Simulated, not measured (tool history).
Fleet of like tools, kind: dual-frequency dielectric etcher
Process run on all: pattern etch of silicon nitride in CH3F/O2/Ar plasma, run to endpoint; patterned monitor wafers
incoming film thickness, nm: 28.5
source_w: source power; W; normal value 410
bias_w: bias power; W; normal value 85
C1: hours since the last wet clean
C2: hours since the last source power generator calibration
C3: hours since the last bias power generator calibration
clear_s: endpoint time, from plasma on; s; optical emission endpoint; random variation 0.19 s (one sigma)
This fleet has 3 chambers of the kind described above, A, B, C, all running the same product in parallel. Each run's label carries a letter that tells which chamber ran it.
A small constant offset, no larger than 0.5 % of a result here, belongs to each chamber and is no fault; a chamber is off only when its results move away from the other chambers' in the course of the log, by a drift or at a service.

Run 1A, day 0.183: usual settings; C1 243.4; C2 765.9; C3 2734.3. Result: clear_s 38.067 s.
Run 2B, day 0.383: usual settings; C1 235.6; C2 857.7; C3 2808.3. Result: clear_s 38.461 s.
Run 3C, day 0.525: usual settings; C1 368.6; C2 178.8; C3 1908.0. Result: clear_s 38.701 s.
At day 0.704: chamber C: wet clean of the chamber.
Run 4B, day 0.717: usual settings; C1 243.6; C2 865.7; C3 2816.3. Result: clear_s 38.571 s.
Run 5C, day 0.888: usual settings; C1 4.4; C2 187.5; C3 1916.7. Result: clear_s 38.855 s.
Run 6A, day 1.004: usual settings; C1 263.1; C2 785.6; C3 2754.0. Result: clear_s 38.377 s.
Run 7B, day 1.104: usual settings; C1 252.9; C2 875.0; C3 2825.6. Result: clear_s 38.270 s.
Run 8A, day 1.283: usual settings; C1 269.8; C2 792.3; C3 2760.7. Result: clear_s 38.106 s.
Run 9C, day 1.454: usual settings; C1 18.0; C2 201.1; C3 1930.3. Result: clear_s 39.108 s.
Run 10A, day 1.583: usual settings; C1 277.0; C2 799.5; C3 2767.9. Result: clear_s 38.440 s.
Run 11C, day 1.800: usual settings; C1 26.3; C2 209.4; C3 1938.6. Result: clear_s 38.907 s.
Run 12B, day 2.004: usual settings but source_w 330 W; C1 274.5; C2 896.6; C3 2847.2. Result: clear_s 41.586 s.
Run 13A, day 2.154: usual settings but source_w 330 W; C1 290.7; C2 813.2; C3 2781.6. Result: clear_s 41.447 s.
Run 14C, day 2.362: usual settings but source_w 330 W; C1 39.8; C2 222.9; C3 1952.1. Result: clear_s 42.262 s.
Run 15B, day 2.462: usual settings; C1 285.5; C2 907.6; C3 2858.2. Result: clear_s 38.380 s.
Run 16B, day 2.679: usual settings but source_w 340 W, bias_w 68 W; C1 290.7; C2 912.8; C3 2863.4. Result: clear_s 44.651 s.
Run 17C, day 2.883: usual settings but source_w 340 W, bias_w 68 W; C1 52.3; C2 235.4; C3 1964.6. Result: clear_s 45.183 s.
Run 18A, day 3.083: usual settings but source_w 340 W, bias_w 68 W; C1 313.0; C2 835.5; C3 2803.9. Result: clear_s 44.677 s.
Run 19A, day 3.204: usual settings; C1 315.9; C2 838.4; C3 2806.8. Result: clear_s 38.178 s.
Run 20C, day 3.388: usual settings but source_w 470 W; C1 64.4; C2 247.5; C3 1976.7. Result: clear_s 36.899 s.
Run 21B, day 3.500: usual settings but source_w 470 W; C1 310.4; C2 932.5; C3 2883.1. Result: clear_s 36.714 s.
Run 22C, day 3.667: usual settings but source_w 470 W; C1 71.1; C2 254.2; C3 1983.4. Result: clear_s 36.598 s.
Run 23B, day 3.862: usual settings; C1 319.1; C2 941.2; C3 2891.8. Result: clear_s 38.616 s.
Run 24A, day 3.971: usual settings; C1 334.3; C2 856.8; C3 2825.2. Result: clear_s 38.269 s.
Run 25C, day 4.175: usual settings but source_w 380 W, bias_w 70 W; C1 83.3; C2 266.4; C3 1995.6. Result: clear_s 42.530 s.
Run 26A, day 4.338: usual settings but source_w 380 W, bias_w 70 W; C1 343.1; C2 865.6; C3 2834.0. Result: clear_s 42.146 s.
Run 27B, day 4.467: usual settings but source_w 380 W, bias_w 70 W; C1 333.6; C2 955.7; C3 2906.3. Result: clear_s 42.154 s.
Run 28C, day 4.583: usual settings; C1 93.1; C2 276.2; C3 2005.4. Result: clear_s 38.780 s.
Run 29A, day 4.779: usual settings; C1 353.7; C2 876.2; C3 2844.6. Result: clear_s 38.572 s.
Run 30B, day 4.908: usual settings; C1 344.2; C2 966.3; C3 2916.9. Result: clear_s 38.713 s.
Run 31A, day 5.071: usual settings; C1 360.7; C2 883.2; C3 2851.6. Result: clear_s 38.087 s.
Run 32B, day 5.229: usual settings; C1 351.9; C2 974.0; C3 2924.6. Result: clear_s 38.172 s.
Run 33C, day 5.367: usual settings but source_w 470 W; C1 111.9; C2 295.0; C3 2024.2. Result: clear_s 36.850 s.
Run 34A, day 5.546: usual settings but source_w 470 W; C1 372.1; C2 894.6; C3 2863.0. Result: clear_s 36.912 s.
Run 35B, day 5.696: usual settings but source_w 470 W; C1 363.1; C2 985.2; C3 2935.8. Result: clear_s 36.446 s.
Run 36C, day 5.846: usual settings; C1 123.4; C2 306.5; C3 2035.7. Result: clear_s 38.966 s.
Run 37C, day 5.996: usual settings; C1 127.0; C2 310.1; C3 2039.3. Result: clear_s 38.683 s.
Run 38B, day 6.175: usual settings; C1 374.6; C2 996.7; C3 2947.3. Result: clear_s 38.819 s.
Run 39A, day 6.371: usual settings; C1 391.9; C2 914.4; C3 2882.8. Result: clear_s 38.717 s.
Run 40C, day 6.512: usual settings; C1 139.4; C2 322.5; C3 2051.7. Result: clear_s 38.654 s.
Run 41A, day 6.650: usual settings; C1 398.6; C2 921.1; C3 2889.5. Result: clear_s 38.516 s.
Run 42B, day 6.829: usual settings but source_w 450 W; C1 390.3; C2 1012.4; C3 2963.0. Result: clear_s 37.242 s.
Run 43C, day 6.933: usual settings but source_w 450 W; C1 149.5; C2 332.6; C3 2061.8. Result: clear_s 37.799 s.
Run 44A, day 7.042: usual settings but source_w 450 W; C1 408.0; C2 930.5; C3 2898.9. Result: clear_s 37.054 s.

Predict what each chamber gives when all 3 of them run the settings below next.
Run 45A, day 7.200: usual settings but bias_w 101 W. Result: clear_s ?.
Run 45B, day 7.200: usual settings but bias_w 101 W. Result: clear_s ?.
Run 45C, day 7.200: usual settings but bias_w 101 W. Result: clear_s ?.

run  clear_s
45A   35.973
45B   36.106
45C   36.140
